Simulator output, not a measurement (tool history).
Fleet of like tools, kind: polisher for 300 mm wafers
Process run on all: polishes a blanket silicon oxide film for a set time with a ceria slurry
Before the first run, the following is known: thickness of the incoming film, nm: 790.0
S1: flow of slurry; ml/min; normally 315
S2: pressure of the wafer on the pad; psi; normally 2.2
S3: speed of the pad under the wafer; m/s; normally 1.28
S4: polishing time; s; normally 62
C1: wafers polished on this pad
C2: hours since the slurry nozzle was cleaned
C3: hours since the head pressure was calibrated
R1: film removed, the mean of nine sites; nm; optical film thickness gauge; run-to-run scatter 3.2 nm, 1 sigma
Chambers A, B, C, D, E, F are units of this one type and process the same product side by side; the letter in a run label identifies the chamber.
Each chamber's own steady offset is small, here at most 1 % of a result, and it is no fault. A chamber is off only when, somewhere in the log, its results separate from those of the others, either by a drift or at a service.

{"day": 0.117, "done": "chamber C: worn pad replaced by a new one"}
{"run": "1F", "day": 0.304, "S1": 315, "S2": 2.2, "S3": 1.28, "S4": 62, "C1": 445, "C2": 42.3, "C3": 251.8, "R1": 216.65}
{"day": 0.35, "done": "chamber A: worn pad replaced by a new one"}
{"run": "2B", "day": 0.704, "S1": 315, "S2": 2.2, "S3": 1.28, "S4": 62, "C1": 803, "C2": 134.1, "C3": 1311.8, "R1": 222.64}
{"run": "3C", "day": 0.917, "S1": 315, "S2": 2.2, "S3": 1.28, "S4": 62, "C1": 311, "C2": 158.0, "C3": 657.9, "R1": 223.05}
{"run": "4E", "day": 1.171, "S1": 315, "S2": 2.2, "S3": 1.28, "S4": 62, "C1": 1107, "C2": 288.1, "C3": 317.0, "R1": 216.76}
{"run": "5D", "day": 1.429, "S1": 315, "S2": 2.2, "S3": 1.28, "S4": 62, "C1": 736, "C2": 180.1, "C3": 436.9, "R1": 215.5}
{"day": 1.604, "done": "chamber B: worn pad replaced by a new one"}
{"run": "6A", "day": 1.758, "S1": 315, "S2": 2.2, "S3": 1.28, "S4": 62, "C1": 547, "C2": 271.3, "C3": 256.1, "R1": 219.78}
{"run": "7C", "day": 2.179, "S1": 250, "S2": 1.5, "S3": 1.28, "S4": 62, "C1": 801, "C2": 188.3, "C3": 688.2, "R1": 147.4}
{"day": 2.238, "done": "chamber D: worn pad replaced by a new one"}
{"day": 2.383, "done": "chamber F: worn pad replaced by a new one"}
{"run": "8D", "day": 2.429, "S1": 250, "S2": 1.5, "S3": 1.28, "S4": 62, "C1": 74, "C2": 204.1, "C3": 460.9, "R1": 146.6}
{"run": "9E", "day": 2.696, "S1": 250, "S2": 1.5, "S3": 1.28, "S4": 62, "C1": 1698, "C2": 324.7, "C3": 353.6, "R1": 145.95}
{"day": 2.779, "done": "chamber A: slurry nozzle cleaned"}
{"run": "10A", "day": 3.15, "S1": 250, "S2": 1.5, "S3": 1.28, "S4": 62, "C1": 1087, "C2": 8.9, "C3": 289.5, "R1": 144.62}
{"day": 3.262, "done": "chamber C: worn pad replaced by a new one"}
{"run": "11F", "day": 3.383, "S1": 250, "S2": 1.5, "S3": 1.28, "S4": 62, "C1": 389, "C2": 116.2, "C3": 325.7, "R1": 149.42}
{"day": 3.579, "done": "chamber D: slurry nozzle cleaned"}
{"run": "12B", "day": 3.729, "S1": 250, "S2": 1.5, "S3": 1.28, "S4": 62, "C1": 825, "C2": 206.7, "C3": 1384.4, "R1": 145.59}
{"day": 3.754, "done": "chamber A: worn pad replaced by a new one"}
{"day": 3.929, "done": "chamber C: head pressure recalibrated"}
{"run": "13D", "day": 4.017, "S1": 315, "S2": 2.2, "S3": 1.56, "S4": 83, "C1": 690, "C2": 10.6, "C3": 499.0, "R1": 360.33}
{"run": "14C", "day": 4.308, "S1": 315, "S2": 2.2, "S3": 1.56, "S4": 83, "C1": 406, "C2": 239.4, "C3": 9.1, "R1": 352.2}
{"run": "15F", "day": 4.771, "S1": 315, "S2": 2.2, "S3": 1.56, "S4": 83, "C1": 927, "C2": 149.5, "C3": 359.0, "R1": 352.15}
{"day": 4.946, "done": "chamber D: worn pad replaced by a new one"}
{"day": 4.971, "done": "chamber B: worn pad replaced by a new one"}
{"day": 5.2, "done": "chamber F: worn pad replaced by a new one"}
{"run": "16E", "day": 5.242, "S1": 315, "S2": 2.2, "S3": 1.56, "S4": 83, "C1": 2686, "C2": 385.8, "C3": 414.7, "R1": 352.73}
{"day": 5.696, "done": "chamber B: head pressure recalibrated"}
{"run": "17B", "day": 5.7, "S1": 315, "S2": 2.2, "S3": 1.56, "S4": 83, "C1": 283, "C2": 254.0, "C3": 0.2, "R1": 358.42}
{"day": 5.725, "done": "chamber C: slurry nozzle cleaned"}
{"run": "18A", "day": 6.125, "S1": 315, "S2": 2.2, "S3": 1.56, "S4": 83, "C1": 921, "C2": 80.3, "C3": 360.9, "R1": 351.43}
{"day": 6.379, "done": "chamber A: worn pad replaced by a new one"}
{"run": "19B", "day": 6.483, "S1": 315, "S2": 2.2, "S3": 1.28, "S4": 62, "C1": 587, "C2": 272.8, "C3": 19.0, "R1": 223.36}
{"day": 6.7, "done": "chamber C: worn pad replaced by a new one"}
{"run": "20F", "day": 6.925, "S1": 315, "S2": 1.6, "S3": 1.28, "S4": 62, "C1": 669, "C2": 201.2, "C3": 410.7, "R1": 158.12}
{"run": "21C", "day": 7.133, "S1": 315, "S2": 1.6, "S3": 1.28, "S4": 62, "C1": 169, "C2": 33.9, "C3": 76.9, "R1": 160.6}
{"run": "22D", "day": 7.488, "S1": 315, "S2": 1.6, "S3": 1.28, "S4": 62, "C1": 986, "C2": 93.9, "C3": 582.3, "R1": 160.08}
{"run": "23E", "day": 7.942, "S1": 315, "S2": 1.6, "S3": 1.28, "S4": 62, "C1": 3734, "C2": 450.6, "C3": 479.5, "R1": 149.6}
{"day": 8.3, "done": "chamber D: worn pad replaced by a new one"}
{"run": "24A", "day": 8.321, "S1": 315, "S2": 1.6, "S3": 1.28, "S4": 62, "C1": 754, "C2": 133.0, "C3": 413.6, "R1": 158.7}
{"day": 8.371, "done": "chamber B: worn pad replaced by a new one"}
{"day": 8.588, "done": "chamber F: worn pad replaced by a new one"}
{"run": "25E", "day": 8.733, "S1": 315, "S2": 1.6, "S3": 1.28, "S4": 62, "C1": 4041, "C2": 469.6, "C3": 498.5, "R1": 155.05}
{"run": "26C", "day": 9.004, "S1": 315, "S2": 2.2, "S3": 1.28, "S4": 62, "C1": 895, "C2": 78.8, "C3": 121.8, "R1": 216.53}
{"day": 9.1, "done": "chamber A: head pressure recalibrated"}
{"run": "27B", "day": 9.396, "S1": 315, "S2": 2.2, "S3": 1.54, "S4": 72, "C1": 399, "C2": 342.7, "C3": 88.9, "R1": 304.99}
{"day": 9.6, "done": "chamber A: worn pad replaced by a new one"}
{"day": 9.742, "done": "chamber C: worn pad replaced by a new one"}
{"run": "28D", "day": 9.846, "S1": 315, "S2": 2.2, "S3": 1.54, "S4": 72, "C1": 600, "C2": 150.5, "C3": 638.9, "R1": 305.1}
{"run": "29F", "day": 10.075, "S1": 315, "S2": 2.2, "S3": 1.54, "S4": 72, "C1": 578, "C2": 276.8, "C3": 486.3, "R1": 299.21}
{"run": "30A", "day": 10.392, "S1": 315, "S2": 2.2, "S3": 1.54, "S4": 72, "C1": 307, "C2": 182.7, "C3": 31.1, "R1": 307.88}
{"run": "31F", "day": 10.871, "S1": 315, "S2": 2.2, "S3": 1.54, "S4": 72, "C1": 887, "C2": 295.9, "C3": 505.4, "R1": 298.64}
{"day": 11.046, "done": "chamber B: worn pad replaced by a new one"}
{"run": "32C", "day": 11.117, "S1": 315, "S2": 2.2, "S3": 1.54, "S4": 72, "C1": 534, "C2": 129.5, "C3": 172.5, "R1": 298.49}
{"day": 11.133, "done": "chamber D: worn pad replaced by a new one"}
{"day": 11.283, "done": "chamber F: worn pad replaced by a new one"}
{"run": "33B", "day": 11.538, "S1": 315, "S2": 2.2, "S3": 1.28, "S4": 62, "C1": 191, "C2": 394.1, "C3": 140.3, "R1": 217.6}
{"run": "34E", "day": 11.792, "S1": 315, "S2": 2.2, "S3": 1.28, "S4": 62, "C1": 5228, "C2": 543.0, "C3": 571.9, "R1": 205.57}
{"run": "35A", "day": 12.25, "S1": 315, "S2": 2.2, "S3": 1.28, "S4": 62, "C1": 1028, "C2": 227.3, "C3": 75.7, "R1": 217.63}
{"day": 12.633, "done": "chamber C: worn pad replaced by a new one"}
{"run": "36D", "day": 12.692, "S1": 315, "S2": 2.2, "S3": 1.28, "S4": 62, "C1": 605, "C2": 218.8, "C3": 707.2, "R1": 217.21}
{"day": 12.842, "done": "chamber A: worn pad replaced by a new one"}
{"run": "37C", "day": 13.171, "S1": 250, "S2": 2.2, "S3": 1.42, "S4": 62, "C1": 209, "C2": 178.8, "C3": 221.8, "R1": 239.65}
{"day": 13.346, "done": "chamber D: slurry nozzle cleaned"}
{"run": "38A", "day": 13.596, "S1": 250, "S2": 2.2, "S3": 1.42, "S4": 62, "C1": 293, "C2": 259.6, "C3": 108.0, "R1": 241.31}
{"run": "39E", "day": 13.942, "S1": 250, "S2": 2.2, "S3": 1.42, "S4": 62, "C1": 6062, "C2": 594.6, "C3": 623.5, "R1": 211.33}
{"day": 14.179, "done": "chamber D: worn pad replaced by a new one"}
{"run": "40B", "day": 14.3, "S1": 250, "S2": 2.2, "S3": 1.42, "S4": 62, "C1": 1263, "C2": 460.4, "C3": 206.6, "R1": 240.45}
{"day": 14.333, "done": "chamber F: worn pad replaced by a new one"}
{"run": "41F", "day": 14.658, "S1": 250, "S2": 2.2, "S3": 1.42, "S4": 62, "C1": 127, "C2": 386.8, "C3": 596.3, "R1": 230.55}
{"run": "42D", "day": 15.104, "S1": 250, "S2": 2.2, "S3": 1.42, "S4": 62, "C1": 360, "C2": 42.3, "C3": 765.1, "R1": 235.54}
{"run": "43E", "day": 15.362, "S1": 315, "S2": 2.2, "S3": 1.28, "S4": 62, "C1": 6613, "C2": 628.7, "C3": 657.6, "R1": 197.07}

One chamber off, gauge drift, or nothing amiss beyond the chambers' own small offsets? If it is a chamber, which one, and what is the likeliest cause?

Little by little, chamber E moves away from the other chambers.
What lies behind it: removal rate lost through wear of the pad, % = 10.3.
From this log alone, it may not be told apart from: head's pressure below its setpoint, %.

Here are 4 candidates for chamber E's next run, each the usual settings with a change, their results left as question marks. Which one brings its results back in line with what the others give on the usual settings?
A result is in line if it is within this distance of the other chambers' mean on the usual settings: R1 11.00 nm
{"run": "44E-1", "day": 15.708, "S1": 315, "S2": 2.2, "S3": 1.3, "S4": 62, "R1": "?"}
{"run": "44E-2", "day": 15.708, "S1": 315, "S2": 2.2, "S3": 1.24, "S4": 62, "R1": "?"}
{"run": "44E-3", "day": 15.708, "S1": 315, "S2": 2.1, "S3": 1.28, "S4": 59, "R1": "?"}
{"run": "44E-4", "day": 15.708, "S1": 315, "S2": 2.2, "S3": 1.36, "S4": 66, "R1": "?"}

Usual-settings mean across the other chambers: R1 218.84 nm
run=44E-1 R1=198.67
run=44E-2 R1=189.41
run=44E-3 R1=177.78
run=44E-4 R1=221.35
The answer is 44E-4, which returns the chamber to within the allowed miss of the others.
